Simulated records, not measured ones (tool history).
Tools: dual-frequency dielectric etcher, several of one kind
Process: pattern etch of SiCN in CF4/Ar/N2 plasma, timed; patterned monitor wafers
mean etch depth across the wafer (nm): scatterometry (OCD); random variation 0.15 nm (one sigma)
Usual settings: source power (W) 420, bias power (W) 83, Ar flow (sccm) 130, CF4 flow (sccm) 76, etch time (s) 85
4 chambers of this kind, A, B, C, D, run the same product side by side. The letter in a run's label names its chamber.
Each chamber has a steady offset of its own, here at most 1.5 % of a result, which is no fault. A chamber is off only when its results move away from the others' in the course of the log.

run   hour  source power (W)  bias power (W)  Ar flow (sccm)  CF4 flow (sccm)  etch time (s)  hours since the last wet clean  hours since the last source power generator calibration  hours since the last bias power generator calibration  hours since the last Ar flow controller change  hours since the last CF4 flow controller change  read-back reference wafer on the same gauge, depth_nm  mean etch depth across the wafer (nm)
 1C      4               420              83             130               76             85                            19.5                                                    243.2                                                   2020                                           800.9                                            370.3                                                 57.378                                 71.305
 2B    7.4               420              83             130               76             85                           315.2                                                    330.4                                                 1988.2                                          1891.5                                           2641.1                                                 57.414                                 70.782
 3D   10.9               420              83             130               76             85                           442.2                                                   2855.4                                                 1917.6                                          2747.1                                           1017.5                                                  57.44                                  71.25
 4A   15.4               420              83             130               76             85                           247.6                                                     1241                                                 1724.6                                             940                                            893.7                                                 57.406                                 70.564
 5C   21.2               420              83             130               76             85                            36.7                                                    260.4                                                 2037.2                                           818.1                                            387.5                                                 57.435                                 71.288
 6D     26               420              83             130               76             85                           457.3                                                   2870.5                                                 1932.7                                          2762.2                                           1032.6                                                 57.409                                 71.331
 7B     30               420              83             130               76             85                           337.8                                                      353                                                 2010.8                                          1914.1                                           2663.7                                                 57.409                                 70.979
 8A   33.2               420              83             130               76             85                           265.4                                                   1258.8                                                 1742.4                                           957.8                                            911.5                                                 57.383                                 70.601
 9C   38.4               420              83             130               76             85                            53.9                                                    277.6                                                 2054.4                                           835.3                                            404.7                                                 57.394                                 71.403
10A   44.9               420              83             153               76             85                           277.1                                                   1270.5                                                 1754.1                                           969.5                                            923.2                                                 57.389                                 69.084
11D   48.4               420              83             153               76             85                           479.7                                                   2892.9                                                 1955.1                                          2784.6                                             1055                                                 57.407                                 69.501
12B   53.2               420              83             153               76             85                             361                                                    376.2                                                   2034                                          1937.3                                           2686.9                                                 57.374                                 69.826
13D   59.9               420              83             153               76             85                           491.2                                                   2904.4                                                 1966.6                                          2796.1                                           1066.5                                                 57.391                                  69.55
14A   65.6               480              83             130               93             85                           297.8                                                   1291.2                                                 1774.8                                           990.2                                            943.9                                                 57.397                                 81.983
      66.4  -- chamber D: bias power generator calibrated
15C   68.6               480              83             130               93             85                            84.1                                                    307.8                                                 2084.6                                           865.5                                            434.9                                                 57.389                                 82.287
16B   72.8               480              83             130               93             85                           380.6                                                    395.8                                                 2053.6                                          1956.9                                           2706.5                                                 57.418                                  83.43
17D     78               480              83             130               93             85                           509.3                                                   2922.5                                                   11.6                                          2814.2                                           1084.6                                                 57.392                                 82.629
18B   84.3               420              83             130               76             85                           392.1                                                    407.3                                                 2065.1                                          1968.4                                             2718                                                 57.385                                 71.677
19A   89.8               420              83             130               76             85                             322                                                   1315.4                                                   1799                                          1014.4                                            968.1                                                  57.37                                 70.505
20C   94.1               420              83             130               76             85                           109.6                                                    333.3                                                 2110.1                                             891                                            460.4                                                 57.411                                 71.113
21A   97.5               420              83             130               76             85                           329.7                                                   1323.1                                                 1806.7                                          1022.1                                            975.8                                                 57.417                                 70.523
22D  102.8               420              83             130               76             85                           534.1                                                   2947.3                                                   36.4                                            2839                                           1109.4                                                 57.373                                 71.105
23C  108.4               460              83             143               76             85                           123.9                                                    347.6                                                 2124.4                                           905.3                                            474.7                                                 57.402                                 75.943
24B  112.7               460              83             143               76             85                           420.5                                                    435.7                                                 2093.5                                          1996.8                                           2746.4                                                 57.406                                 77.113
25C  116.9               460              83             143               76             85                           132.4                                                    356.1                                                 2132.9                                           913.8                                            483.2                                                 57.419                                 76.143
     117.5  -- chamber D: wet clean of the chamber
26A  120.1               460              83             143               76             85                           352.3                                                   1345.7                                                 1829.3                                          1044.7                                            998.4                                                 57.383                                 75.398
27D  124.7               420              83             130               76             85                             7.3                                                   2969.2                                                   58.3                                          2860.9                                           1131.3                                                 57.389                                 71.523
28B  131.1               420              83             130               76             85                           438.9                                                    454.1                                                 2111.9                                          2015.2                                           2764.8                                                 57.435                                  72.56
29D    136               420              83             130               76             85                            18.6                                                   2980.5                                                   69.6                                          2872.2                                           1142.6                                                 57.398                                 71.255

Next, every chamber runs the same settings. What will each give?
30A  140.8               420              83             130               76             85                                                                                                                                                                                                                                                                                                                                              ?
30B  140.8               420              83             130               76             85                                                                                                                                                                                                                                                                                                                                              ?
30C  140.8               420              83             130               76             85                                                                                                                                                                                                                                                                                                                                              ?
30D  140.8               420              83             130               76             85                                                                                                                                                                                                                                                                                                                                              ?

run  mean etch depth across the wafer (nm)
30A                                 70.804
30B                                 73.005
30C                                 71.058
30D                                 71.399
